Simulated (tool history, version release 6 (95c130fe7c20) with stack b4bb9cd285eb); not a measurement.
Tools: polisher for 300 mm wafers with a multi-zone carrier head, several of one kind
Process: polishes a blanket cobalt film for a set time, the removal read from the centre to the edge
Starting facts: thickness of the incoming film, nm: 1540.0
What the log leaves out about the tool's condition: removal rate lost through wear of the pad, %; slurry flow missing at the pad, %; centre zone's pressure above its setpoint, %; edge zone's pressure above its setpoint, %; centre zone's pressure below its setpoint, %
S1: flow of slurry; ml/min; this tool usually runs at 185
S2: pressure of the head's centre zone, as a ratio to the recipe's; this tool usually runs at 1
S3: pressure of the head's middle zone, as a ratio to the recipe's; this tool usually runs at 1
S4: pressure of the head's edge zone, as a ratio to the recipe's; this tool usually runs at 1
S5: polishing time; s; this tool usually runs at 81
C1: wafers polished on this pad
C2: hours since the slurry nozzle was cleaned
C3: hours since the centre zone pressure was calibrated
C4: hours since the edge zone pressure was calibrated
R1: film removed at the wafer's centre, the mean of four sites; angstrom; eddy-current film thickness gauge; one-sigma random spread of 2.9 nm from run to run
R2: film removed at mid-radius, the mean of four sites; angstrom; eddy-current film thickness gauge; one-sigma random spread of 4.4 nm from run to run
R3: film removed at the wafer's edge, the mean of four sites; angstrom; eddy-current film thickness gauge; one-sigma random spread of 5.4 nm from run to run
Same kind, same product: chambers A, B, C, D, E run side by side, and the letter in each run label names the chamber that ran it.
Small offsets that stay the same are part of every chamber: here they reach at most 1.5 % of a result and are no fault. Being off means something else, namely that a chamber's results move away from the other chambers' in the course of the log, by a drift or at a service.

At hour 0.2: chamber A: worn pad replaced by a new one.
Run 1A, hour 3: usual settings; C1 22; C2 395.2; C3 47.3; C4 516.7. Result: R1 4529.3 angstrom, R2 4589 angstrom, R3 4427.1 angstrom.
Run 2B, hour 7.8: usual settings; C1 405; C2 39.8; C3 495.4; C4 202.9. Result: R1 4447.5 angstrom, R2 4477.2 angstrom, R3 4398.1 angstrom.
Run 3D, hour 11.8: usual settings; C1 1054; C2 618.6; C3 539.6; C4 444.1. Result: R1 4453.7 angstrom, R2 4480.5 angstrom, R3 4565.5 angstrom.
Run 4E, hour 14.9: usual settings; C1 204; C2 84.1; C3 607.9; C4 770.9. Result: R1 4518.8 angstrom, R2 4584.3 angstrom, R3 4469.4 angstrom.
Run 5C, hour 20.8: usual settings; C1 621; C2 309.4; C3 703.4; C4 240. Result: R1 4493.2 angstrom, R2 4473.3 angstrom, R3 4512.7 angstrom.
Run 6B, hour 26.5: usual settings; C1 551; C2 58.5; C3 514.1; C4 221.6. Result: R1 4453.4 angstrom, R2 4468.9 angstrom, R3 4474.6 angstrom.
Run 7C, hour 30.2: usual settings but S2 0.94, S5 63 s; C1 694; C2 318.8; C3 712.8; C4 249.4. Result: R1 3244.8 angstrom, R2 3517.4 angstrom, R3 3512.5 angstrom.
Run 8A, hour 34.9: usual settings but S2 0.94, S5 63 s; C1 271; C2 427.1; C3 79.2; C4 548.6. Result: R1 3270.6 angstrom, R2 3520.1 angstrom, R3 3438.4 angstrom.
Run 9E, hour 39.6: usual settings but S2 0.94, S5 63 s; C1 397; C2 108.8; C3 632.6; C4 795.6. Result: R1 3243.4 angstrom, R2 3593.9 angstrom, R3 3393.8 angstrom.
Run 10D, hour 44: usual settings but S2 0.94, S5 63 s; C1 1305; C2 650.8; C3 571.8; C4 476.3. Result: R1 3269.4 angstrom, R2 3499.3 angstrom, R3 3468.3 angstrom.
Run 11D, hour 47.8: usual settings but S2 0.94, S5 63 s; C1 1335; C2 654.6; C3 575.6; C4 480.1. Result: R1 3251.8 angstrom, R2 3574.4 angstrom, R3 3526.1 angstrom.
At hour 50.4: chamber D: worn pad replaced by a new one.
Run 12A, hour 52.8: usual settings; C1 410; C2 445; C3 97.1; C4 566.5. Result: R1 4548.5 angstrom, R2 4553.6 angstrom, R3 4426.8 angstrom.
Run 13C, hour 55.8: usual settings; C1 893; C2 344.4; C3 738.4; C4 275. Result: R1 4455.9 angstrom, R2 4487.6 angstrom, R3 4413.4 angstrom.
Run 14B, hour 61.4: usual settings; C1 823; C2 93.4; C3 549; C4 256.5. Result: R1 4454.9 angstrom, R2 4597.8 angstrom, R3 4489.1 angstrom.
At hour 61.8: chamber C: slurry nozzle cleaned.
Run 15E, hour 66.3: usual settings; C1 605; C2 135.5; C3 659.3; C4 822.3. Result: R1 4391.5 angstrom, R2 4544.7 angstrom, R3 4452.2 angstrom.
At hour 66.4: chamber E: worn pad replaced by a new one.
Run 16D, hour 70.9: usual settings; C1 160; C2 677.7; C3 598.7; C4 503.2. Result: R1 4500.8 angstrom, R2 4513.2 angstrom, R3 4426.8 angstrom.
Run 17B, hour 75: usual settings; C1 929; C2 107; C3 562.6; C4 270.1. Result: R1 4446.3 angstrom, R2 4552.3 angstrom, R3 4478.5 angstrom.
At hour 77.4: chamber A: worn pad replaced by a new one.
Run 18A, hour 78: usual settings; C1 5; C2 470.2; C3 122.3; C4 591.7. Result: R1 4543.2 angstrom, R2 4516.4 angstrom, R3 4428.2 angstrom.
Run 19E, hour 82.5: usual settings; C1 125; C2 151.7; C3 675.5; C4 838.5. Result: R1 4448.6 angstrom, R2 4545.1 angstrom, R3 4456.8 angstrom.
Run 20C, hour 86.1: usual settings but S1 220 ml/min, S4 1.11; C1 1129; C2 24.3; C3 768.7; C4 305.3. Result: R1 4637.8 angstrom, R2 4640.8 angstrom, R3 4929.4 angstrom.
At hour 87.8: chamber A: slurry nozzle cleaned.
At hour 89.5: chamber E: centre zone pressure recalibrated.
Run 21C, hour 91.6: usual settings but S1 220 ml/min, S4 1.11; C1 1172; C2 29.8; C3 774.2; C4 310.8. Result: R1 4579 angstrom, R2 4591.9 angstrom, R3 4950 angstrom.
At hour 96.2: chamber C: worn pad replaced by a new one.
Run 22A, hour 97.8: usual settings but S1 220 ml/min, S4 1.11; C1 159; C2 10; C3 142.1; C4 611.5. Result: R1 4646 angstrom, R2 4606.9 angstrom, R3 4783.9 angstrom.
Run 23D, hour 101.8: usual settings but S1 220 ml/min, S4 1.11; C1 401; C2 708.6; C3 629.6; C4 534.1. Result: R1 4592.4 angstrom, R2 4642.7 angstrom, R3 4877 angstrom.
At hour 102.4: chamber B: worn pad replaced by a new one.
Run 24B, hour 106: usual settings but S1 220 ml/min, S4 1.11; C1 28; C2 138; C3 593.6; C4 301.1. Result: R1 4675.8 angstrom, R2 4647.2 angstrom, R3 4850.4 angstrom.
Run 25E, hour 110.2: usual settings; C1 341; C2 179.4; C3 20.8; C4 866.2. Result: R1 4415.1 angstrom, R2 4566.5 angstrom, R3 4507.5 angstrom.
Run 26C, hour 116.5: usual settings; C1 158; C2 54.7; C3 799.1; C4 335.7. Result: R1 4505.6 angstrom, R2 4490.4 angstrom, R3 4567.2 angstrom.
Run 27E, hour 121.9: usual settings; C1 432; C2 191.1; C3 32.5; C4 877.9. Result: R1 4464.8 angstrom, R2 4495.1 angstrom, R3 4447.9 angstrom.
Run 28B, hour 125: usual settings; C1 176; C2 157; C3 612.6; C4 320.1. Result: R1 4512.9 angstrom, R2 4500.8 angstrom, R3 4490.9 angstrom.
Run 29A, hour 129.7: usual settings but S1 150 ml/min; C1 407; C2 41.9; C3 174; C4 643.4. Result: R1 4364 angstrom, R2 4371 angstrom, R3 4292 angstrom.
Run 30D, hour 134.7: usual settings but S1 150 ml/min; C1 657; C2 741.5; C3 662.5; C4 567. Result: R1 4349 angstrom, R2 4393.6 angstrom, R3 4461.1 angstrom.
Run 31B, hour 138.6: usual settings but S1 150 ml/min; C1 282; C2 170.6; C3 626.2; C4 333.7. Result: R1 4244.9 angstrom, R2 4350 angstrom, R3 4348.3 angstrom.
At hour 141.5: chamber D: centre zone pressure recalibrated.
Run 32C, hour 143: usual settings but S1 150 ml/min; C1 365; C2 81.2; C3 825.6; C4 362.2. Result: R1 4253.5 angstrom, R2 4407 angstrom, R3 4494.9 angstrom.
At hour 148: chamber E: worn pad replaced by a new one.
At hour 148.3: chamber D: edge zone pressure recalibrated.
Run 33A, hour 148.5: usual settings but S1 150 ml/min; C1 554; C2 60.7; C3 192.8; C4 662.2. Result: R1 4361.9 angstrom, R2 4346.7 angstrom, R3 4352.4 angstrom.
Run 34E, hour 151.5: usual settings; C1 27; C2 220.7; C3 62.1; C4 907.5. Result: R1 4388.3 angstrom, R2 4540.1 angstrom, R3 4470.5 angstrom.
Run 35D, hour 157.1: usual settings; C1 831; C2 763.9; C3 15.6; C4 8.8. Result: R1 4515.8 angstrom, R2 4528.9 angstrom, R3 4410.8 angstrom.

For the next run the whole fleet of 5 chambers uses the same settings. Give each chamber's results:
Run 36A, hour 161.9: usual settings. Result: R1 ?, R2 ?, R3 ?.
Run 36B, hour 161.9: usual settings. Result: R1 ?, R2 ?, R3 ?.
Run 36C, hour 161.9: usual settings. Result: R1 ?, R2 ?, R3 ?.
Run 36D, hour 161.9: usual settings. Result: R1 ?, R2 ?, R3 ?.
Run 36E, hour 161.9: usual settings. Result: R1 ?, R2 ?, R3 ?.

run      R1      R2      R3
36A  4532.7  4564.9  4410.8
36B  4471.8  4516.6  4398.5
36C    4446  4557.9    4668
36D  4507.5  4397.1  4469.3
36E  4417.5  4531.8  4495.2

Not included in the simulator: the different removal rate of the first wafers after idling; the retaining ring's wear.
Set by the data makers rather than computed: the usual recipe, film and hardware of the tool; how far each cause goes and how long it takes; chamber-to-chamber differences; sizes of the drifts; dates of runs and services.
